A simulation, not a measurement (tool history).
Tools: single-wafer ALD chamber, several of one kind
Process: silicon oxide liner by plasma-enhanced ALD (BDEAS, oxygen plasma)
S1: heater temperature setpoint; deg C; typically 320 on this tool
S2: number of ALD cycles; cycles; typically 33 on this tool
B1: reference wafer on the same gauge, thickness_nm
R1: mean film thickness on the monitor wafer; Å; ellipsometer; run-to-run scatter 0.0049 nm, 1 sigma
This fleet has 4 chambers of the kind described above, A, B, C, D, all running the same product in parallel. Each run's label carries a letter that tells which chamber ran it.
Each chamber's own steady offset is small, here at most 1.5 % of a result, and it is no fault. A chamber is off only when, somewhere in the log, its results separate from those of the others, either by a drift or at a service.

Run 1A, day 0.204: usual settings; B1 2.5796. Result: R1 30.242 Å.
Run 2B, day 0.483: usual settings; B1 2.5798. Result: R1 29.593 Å.
Run 3C, day 0.712: usual settings; B1 2.5777. Result: R1 30.074 Å.
Run 4D, day 1.025: usual settings; B1 2.5769. Result: R1 29.904 Å.
Run 5D, day 1.258: usual settings; B1 2.5772. Result: R1 29.818 Å.
Run 6A, day 1.55: usual settings; B1 2.5755. Result: R1 30.123 Å.
Run 7C, day 1.783: usual settings but S1 326 deg C, S2 38 cycles; B1 2.5761. Result: R1 34.339 Å.
Run 8B, day 2.179: usual settings but S1 326 deg C, S2 38 cycles; B1 2.5746. Result: R1 33.811 Å.
Run 9D, day 2.5: usual settings but S1 326 deg C, S2 38 cycles; B1 2.5752. Result: R1 33.902 Å.
Run 10B, day 2.754: usual settings but S1 326 deg C, S2 38 cycles; B1 2.5735. Result: R1 33.717 Å.
Run 11A, day 3.058: usual settings; B1 2.5727. Result: R1 30.153 Å.
Run 12C, day 3.425: usual settings; B1 2.5718. Result: R1 30.04 Å.
Run 13A, day 3.646: usual settings; B1 2.5706. Result: R1 30.082 Å.
Run 14D, day 3.85: usual settings but S1 327 deg C, S2 28 cycles; B1 2.5707. Result: R1 24.921 Å.
Run 15C, day 4.088: usual settings but S1 327 deg C, S2 28 cycles; B1 2.5712. Result: R1 25.139 Å.
Run 16B, day 4.446: usual settings but S1 327 deg C, S2 28 cycles; B1 2.5693. Result: R1 24.767 Å.
Run 17A, day 4.675: usual settings but S1 327 deg C, S2 28 cycles; B1 2.5692. Result: R1 25.294 Å.
Run 18B, day 4.958: usual settings; B1 2.5682. Result: R1 29.417 Å.
At day 5.246: chamber D: thermocouple changed; heater temperature recalibrated.
Run 19C, day 5.329: usual settings; B1 2.5665. Result: R1 29.928 Å.
Run 20D, day 5.575: usual settings; B1 2.567. Result: R1 29.654 Å.
Run 21C, day 5.829: usual settings; B1 2.5646. Result: R1 30.009 Å.
Run 22D, day 6.108: usual settings; B1 2.5649. Result: R1 29.554 Å.
Run 23B, day 6.425: usual settings; B1 2.5645. Result: R1 29.41 Å.
Run 24A, day 6.808: usual settings; B1 2.5637. Result: R1 30.086 Å.

Is one chamber out of step, is the gauge drifting, or do the chambers differ by no more than their own small offsets? For an off chamber, give its letter and the likeliest cause.

No chamber is off; the gauge reading every chamber's wafers drifts, which makes the whole fleet appear to move together.
Most likely cause: gauge reads low (%) = 0.679.
